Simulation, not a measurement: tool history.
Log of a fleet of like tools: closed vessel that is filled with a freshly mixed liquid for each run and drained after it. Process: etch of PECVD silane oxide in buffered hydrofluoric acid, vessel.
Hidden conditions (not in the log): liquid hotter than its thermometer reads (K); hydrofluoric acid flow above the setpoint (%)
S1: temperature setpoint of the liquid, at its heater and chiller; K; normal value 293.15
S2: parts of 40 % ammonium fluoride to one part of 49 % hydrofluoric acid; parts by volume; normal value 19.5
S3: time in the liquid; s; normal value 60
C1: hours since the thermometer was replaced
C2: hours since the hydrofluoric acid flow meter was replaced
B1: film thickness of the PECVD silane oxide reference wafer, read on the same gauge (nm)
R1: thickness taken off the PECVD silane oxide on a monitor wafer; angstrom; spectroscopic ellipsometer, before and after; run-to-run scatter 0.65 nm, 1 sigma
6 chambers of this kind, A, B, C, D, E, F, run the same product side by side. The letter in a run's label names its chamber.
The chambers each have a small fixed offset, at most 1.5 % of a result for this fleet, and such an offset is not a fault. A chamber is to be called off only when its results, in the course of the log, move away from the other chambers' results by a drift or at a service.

run,hour,S1,S2,S3,C1,C2,B1,R1
1B,4.9,293.15,19.5,60,270.1,399.3,29.973,786.03
2F,12.0,293.15,19.5,60,1751.7,2019.5,30.009,776.07
3C,17.0,293.15,19.5,60,625.6,245.3,30.007,777.81
4A,25.1,293.15,19.5,60,1311.4,1588.5,30.007,784.61
5E,29.9,293.15,19.5,60,76.3,2083.8,30.035,768.23
6D,35.2,293.15,19.5,60,92.4,725.3,29.999,768.89
7F,40.5,293.15,19.5,60,1780.2,2048.0,29.973,784.64
# hour 45.4: chamber F: hydrofluoric acid flow meter replaced
8E,48.5,293.15,19.5,60,94.9,2102.4,30.024,771.16
9D,55.6,293.15,19.5,60,112.8,745.7,29.988,776.77
10B,60.6,293.15,19.5,60,325.8,455.0,30.013,784.66
11A,66.6,293.15,19.5,60,1352.9,1630.0,29.965,789.98
# hour 66.8: chamber C: thermometer replaced
12C,73.4,293.15,19.5,60,6.6,301.7,30.036,785.25
13D,81.5,293.15,19.5,60,138.7,771.6,30.045,777.45
14B,88.9,297.65,19.5,80,354.1,483.3,30.058,1339.20
15F,94.9,297.65,19.5,80,1834.6,49.6,29.996,1326.80
16C,102.6,297.65,19.5,80,35.8,330.9,29.968,1342.40
17A,109.7,297.65,19.5,80,1396.0,1673.1,30.024,1345.50
18E,116.5,297.65,19.5,80,162.9,2170.4,29.969,1326.30
19E,122.1,297.65,19.5,80,168.5,2176.0,29.994,1310.40
20D,130.3,293.15,19.5,60,187.5,820.4,30.015,770.27
21A,134.9,293.15,19.5,60,1421.2,1698.3,29.989,776.65
22C,140.0,293.15,19.5,60,73.2,368.3,29.992,783.85
23F,143.8,293.15,19.5,60,1883.5,98.5,30.011,786.83
24B,151.1,293.15,19.5,60,416.3,545.5,30.019,804.03
25C,157.3,293.15,19.5,60,90.5,385.6,29.981,777.84
26B,161.5,293.15,19.5,60,426.7,555.9,30.035,802.53
27E,166.3,293.15,19.5,60,212.7,2220.2,29.993,780.00
28F,174.5,293.15,19.5,60,1914.2,129.2,29.977,788.46
29D,179.4,293.15,19.5,60,236.6,869.5,29.984,766.45
30A,183.7,293.15,19.5,60,1470.0,1747.1,29.956,778.16
31E,189.4,293.15,19.5,60,235.8,2243.3,29.970,770.22
32A,197.6,293.15,16.0,60,1483.9,1761.0,30.000,953.52
33F,205.0,293.15,16.0,60,1944.7,159.7,29.973,950.51
34D,210.5,293.15,16.0,60,267.7,900.6,29.997,929.94
35C,217.1,293.15,16.0,60,150.3,445.4,29.975,963.98
36B,221.2,293.15,16.0,60,486.4,615.6,29.967,1024.20
37A,226.9,293.15,16.0,60,1513.2,1790.3,29.974,959.72
# hour 227.7: chamber E: hydrofluoric acid flow meter replaced
38F,231.6,293.15,19.5,60,1971.3,186.3,29.991,781.00
39E,237.4,293.15,19.5,30,283.8,9.8,29.969,386.41
40B,244.4,293.15,19.5,30,509.6,638.8,29.997,421.79
41D,250.3,293.15,19.5,30,307.5,940.4,29.993,387.75

Does one chamber stand apart from the rest, does the shared gauge drift, or is all well apart from small per-chamber offsets? Give the chamber and the most likely cause, where there is one.

One chamber, B, drifts off from the rest bit by bit.
Cause: hydrofluoric acid flow above the setpoint (%) = 7.69.
Not necessarily distinguishable in this log from: liquid hotter than its thermometer reads (K).

Below are 4 candidate recipes for chamber B's next run, each the usual settings with a change, their results shown as question marks. Which of them brings B's results back in line with what the other chambers give on the usual settings?
Maximum distance from the other chambers' mean on the usual settings for a result to count as in line: R1 23.00 angstrom
42B-1,256.5,293.15,19.0,60,,,,?
42B-2,256.5,292.65,20.5,60,,,,?
42B-3,256.5,293.15,19.5,65,,,,?
42B-4,256.5,293.15,20.0,60,,,,?

The mean the other chambers reach with the usual settings: R1 775.94 angstrom
run,R1
42B-1,861.98
42B-2,777.12
42B-3,909.83
42B-4,818.82
The answer is 42B-2, which returns the chamber to within the allowed miss of the others.

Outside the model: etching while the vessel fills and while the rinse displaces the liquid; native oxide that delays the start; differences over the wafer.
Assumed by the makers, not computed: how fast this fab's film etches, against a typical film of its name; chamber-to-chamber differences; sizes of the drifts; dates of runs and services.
